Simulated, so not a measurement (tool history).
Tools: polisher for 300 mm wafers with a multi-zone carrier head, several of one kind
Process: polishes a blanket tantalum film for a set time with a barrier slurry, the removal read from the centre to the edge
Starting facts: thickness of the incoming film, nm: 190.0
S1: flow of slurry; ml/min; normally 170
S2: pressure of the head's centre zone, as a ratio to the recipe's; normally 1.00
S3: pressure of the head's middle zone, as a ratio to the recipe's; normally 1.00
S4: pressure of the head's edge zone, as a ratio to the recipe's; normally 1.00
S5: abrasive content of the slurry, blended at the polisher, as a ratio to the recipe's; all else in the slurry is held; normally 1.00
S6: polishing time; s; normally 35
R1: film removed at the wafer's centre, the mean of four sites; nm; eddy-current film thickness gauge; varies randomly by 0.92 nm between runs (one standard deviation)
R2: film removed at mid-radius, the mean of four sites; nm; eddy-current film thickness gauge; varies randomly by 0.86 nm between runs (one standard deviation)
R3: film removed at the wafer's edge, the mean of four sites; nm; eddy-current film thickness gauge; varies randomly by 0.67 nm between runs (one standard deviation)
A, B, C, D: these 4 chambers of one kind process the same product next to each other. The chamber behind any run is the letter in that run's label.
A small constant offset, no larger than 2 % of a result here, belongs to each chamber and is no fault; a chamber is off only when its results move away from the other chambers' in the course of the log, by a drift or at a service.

run,hour,S1,S2,S3,S4,S5,S6,R1,R2,R3
1A,7.3,170,1.00,1.00,1.00,1.00,35,60.046,59.687,61.885
# hour 13.1: chamber A: worn pad replaced by a new one
2D,14.5,170,1.00,1.00,1.00,1.00,35,61.974,61.909,60.857
# hour 17.6: chamber B: worn pad replaced by a new one
3B,19.8,170,1.00,1.00,1.00,1.00,35,61.470,63.957,61.920
# hour 21.7: chamber D: worn pad replaced by a new one
4C,26.3,170,1.00,1.00,1.00,1.00,35,63.167,61.666,62.920
# hour 28.4: chamber C: worn pad replaced by a new one
5B,30.8,170,1.00,1.00,1.00,1.00,35,63.423,63.670,63.096
6D,34.1,170,1.08,1.00,1.00,1.15,35,67.680,65.196,64.971
7C,40.3,170,1.08,1.00,1.00,1.15,35,69.995,63.728,65.127
8A,45.3,170,1.08,1.00,1.00,1.15,35,70.254,63.688,64.192
# hour 46.7: chamber B: worn pad replaced by a new one
# hour 49.8: chamber D: worn pad replaced by a new one
9B,49.8,170,1.08,1.00,1.00,1.15,35,69.612,66.229,64.775
# hour 52.4: chamber D: centre zone pressure recalibrated
# hour 53.5: chamber C: slurry nozzle cleaned
10D,54.7,170,1.00,1.00,1.00,1.00,35,63.117,61.323,62.421
# hour 57.5: chamber A: worn pad replaced by a new one
# hour 58.2: chamber C: centre zone pressure recalibrated
# hour 59.3: chamber C: worn pad replaced by a new one
11A,60.4,170,1.00,1.07,1.00,1.00,29,49.907,53.661,51.219
12C,64.5,170,1.00,1.07,1.00,1.00,29,46.139,54.262,51.704
# hour 67.7: chamber D: slurry nozzle cleaned
# hour 71.4: chamber A: edge zone pressure recalibrated
13C,71.6,170,1.00,1.07,1.00,1.00,29,45.614,51.887,51.349
14B,78.1,170,1.00,1.07,1.00,1.00,29,51.511,56.173,51.940
# hour 82.4: chamber B: worn pad replaced by a new one
# hour 83.1: chamber D: worn pad replaced by a new one
15A,83.2,170,1.00,1.00,0.95,1.00,35,62.279,61.124,60.191
# hour 87.1: chamber C: worn pad replaced by a new one
16D,90.3,170,1.00,1.00,0.95,1.00,35,59.765,61.860,61.663
# hour 94.9: chamber A: worn pad replaced by a new one
17B,96.8,170,1.00,1.00,0.95,1.00,35,62.696,63.483,60.366
18C,102.2,170,1.00,1.00,0.95,1.00,35,54.206,61.830,61.056
19D,106.4,170,1.00,1.00,1.00,1.00,35,61.607,62.393,61.855
# hour 111.5: chamber D: worn pad replaced by a new one
20A,111.6,170,1.00,1.00,1.00,1.00,35,62.400,60.351,62.662
# hour 114.8: chamber C: worn pad replaced by a new one
# hour 115.4: chamber B: worn pad replaced by a new one
21A,117.6,170,1.00,1.00,1.00,1.00,35,60.963,61.384,61.879
22B,123.0,170,1.00,1.00,1.00,1.00,35,62.893,63.695,62.915
# hour 124.2: chamber B: centre zone pressure recalibrated
23D,130.4,170,1.00,1.00,1.00,1.00,35,62.221,61.722,62.679
24C,134.8,170,1.00,1.00,1.00,1.00,35,54.985,60.229,63.145
25B,138.9,170,1.00,1.00,1.00,1.00,31,54.252,55.299,56.302
# hour 141.8: chamber D: worn pad replaced by a new one
26D,144.7,170,1.00,1.00,1.00,1.00,31,53.895,53.585,54.262
# hour 148.8: chamber C: worn pad replaced by a new one
27C,152.0,170,1.00,1.00,1.00,1.00,31,49.054,55.508,56.416

All 4 chambers run these settings next. Forecast each chamber's results:
28A,157.3,220,1.00,1.00,1.00,1.00,35,?,?,?
28B,157.3,220,1.00,1.00,1.00,1.00,35,?,?,?
28C,157.3,220,1.00,1.00,1.00,1.00,35,?,?,?
28D,157.3,220,1.00,1.00,1.00,1.00,35,?,?,?

run,R1,R2,R3
28A,64.368,63.129,62.905
28B,64.807,64.909,63.512
28C,57.004,62.714,63.612
28D,65.200,64.842,63.782
